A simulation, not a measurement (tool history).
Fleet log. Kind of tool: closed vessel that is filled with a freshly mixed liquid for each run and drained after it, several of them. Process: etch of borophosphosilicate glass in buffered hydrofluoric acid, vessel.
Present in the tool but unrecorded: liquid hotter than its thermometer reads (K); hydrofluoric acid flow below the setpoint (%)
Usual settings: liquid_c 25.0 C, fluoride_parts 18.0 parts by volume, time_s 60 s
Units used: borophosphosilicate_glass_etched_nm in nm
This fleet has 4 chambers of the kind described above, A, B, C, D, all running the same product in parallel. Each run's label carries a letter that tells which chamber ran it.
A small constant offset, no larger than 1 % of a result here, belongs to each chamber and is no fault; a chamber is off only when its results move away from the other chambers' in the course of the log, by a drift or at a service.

run    day  liquid_c  fluoride_parts  time_s  hours since the thermometer was replaced  hours since the hydrofluoric acid flow meter was replaced  read-back film thickness of the borophosphosilicate glass reference wafer, read on the same gauge (nm)  borophosphosilicate_glass_etched_nm
 1A  0.258      25.0            18.0      60                                     476.7                                                      774.9                                                                                                  59.959                               52.534
 2B  0.429      25.0            18.0      60                                     639.5                                                       40.1                                                                                                  60.003                               52.286
 3C  0.642      25.0            18.0      60                                    2128.5                                                      187.4                                                                                                  59.974                               52.006
 4D  0.971      25.0            18.0      60                                     911.2                                                      328.5                                                                                                  59.992                               52.932
 5A  1.329      23.5            18.0      60                                     502.4                                                      800.6                                                                                                  60.010                               48.185
 6B  1.625      23.5            18.0      60                                     668.2                                                       68.8                                                                                                  60.005                               48.424
 7D  1.962      23.5            18.0      60                                     935.0                                                      352.3                                                                                                  59.995                               48.120
 8C  2.175      23.5            18.0      60                                    2165.3                                                      224.2                                                                                                  59.966                               47.119
 9A  2.362      25.0            18.0      60                                     527.2                                                      825.4                                                                                                  59.984                               53.431
10C  2.579      25.0            18.0      60                                    2175.0                                                      233.9                                                                                                  60.024                               51.582
11B  2.912      25.0            18.0      60                                     699.1                                                       99.7                                                                                                  59.998                               51.838
12D  3.133      25.0            18.0      60                                     963.1                                                      380.4                                                                                                  59.990                               51.553
13A  3.475      25.0            18.0      60                                     553.9                                                      852.1                                                                                                  59.995                               54.522
     3.679  -- chamber D: thermometer replaced
14C  3.775      25.0            18.0      60                                    2203.7                                                      262.6                                                                                                  60.045                               51.383
15D  4.042      25.0            18.0      45                                       8.7                                                      402.2                                                                                                  59.992                               38.872
16B  4.292      25.0            18.0      45                                     732.2                                                      132.8                                                                                                  60.008                               38.990
17B  4.517      25.0            18.0      45                                     737.6                                                      138.2                                                                                                  59.987                               39.510
18A  4.812      25.0            18.0      45                                     586.0                                                      884.2                                                                                                  60.000                               41.504
19C  5.154      25.0            18.0      60                                    2236.8                                                      295.7                                                                                                  60.015                               52.480
20D  5.442      25.0            18.0      60                                      42.3                                                      435.8                                                                                                  59.993                               51.808
21B  5.683      25.0            18.0      60                                     765.6                                                      166.2                                                                                                  59.991                               52.459
22A  5.879      25.0            18.0      60                                     611.6                                                      909.8                                                                                                  60.021                               54.910
23D  6.058      25.0            18.0      60                                      57.1                                                      450.6                                                                                                  60.010                               51.953
24C  6.338      25.0            18.0      60                                    2265.2                                                      324.1                                                                                                  59.982                               51.989
25B  6.504      25.0            18.0      60                                     785.3                                                      185.9                                                                                                  60.027                               51.239
26A  6.692      25.0            18.0      60                                     631.1                                                      929.3                                                                                                  59.983                               57.255
27D  7.004      25.0            18.0      60                                      79.8                                                      473.3                                                                                                  59.991                               52.204
28C  7.225      25.0            18.0      60                                    2286.5                                                      345.4                                                                                                  60.000                               51.868
29B  7.521      23.5            16.0      60                                     809.7                                                      210.3                                                                                                  60.000                               53.686
30D  7.704      23.5            16.0      60                                      96.6                                                      490.1                                                                                                  60.008                               53.621
31A  7.862      23.5            16.0      60                                     659.2                                                      957.4                                                                                                  60.003                               59.494
32C  8.183      23.5            16.0      60                                    2309.5                                                      368.4                                                                                                  59.979                               54.052
33A  8.358      25.0            18.0      60                                     671.1                                                      969.3                                                                                                  59.985                               58.677
34D  8.596      27.5            12.5      60                                     118.0                                                      511.5                                                                                                  59.997                               84.454
35C  8.792      27.5            12.5      60                                    2324.1                                                      383.0                                                                                                  59.991                               83.513

Decide between three cases: one chamber stands off from its peers, the gauge reading all wafers drifts, or nothing is wrong past each chamber's small offset. Where a chamber is off, say which and what most likely put it there.

It is chamber A that slowly wanders off from its peers.
Most likely cause: liquid hotter than its thermometer reads (K) = 1.94.
The log may not tell that from: hydrofluoric acid flow above the setpoint (%).

Which of the 4 candidates below, each the usual settings with something changed and its results left as question marks, puts chamber A back in line with what the other chambers give on the usual settings?
In line means no further than this from the other chambers' mean on the usual settings: borophosphosilicate_glass_etched_nm 1.800 nm
36A-1  9.054      29.5            18.0      60                                                                                                                                                                                                                                                 ?
36A-2  9.054      25.5            16.5      60                                                                                                                                                                                                                                                 ?
36A-3  9.054      24.5            18.0      55                                                                                                                                                                                                                                                 ?
36A-4  9.054      23.5            21.0      60                                                                                                                                                                                                                                                 ?

The other chambers' mean on the usual settings: borophosphosilicate_glass_etched_nm 51.870 nm
  run  borophosphosilicate_glass_etched_nm
36A-1                               73.259
36A-2                               64.598
36A-3                               51.438
36A-4                               46.313
36A-3 puts the chamber back in line with the other chambers.
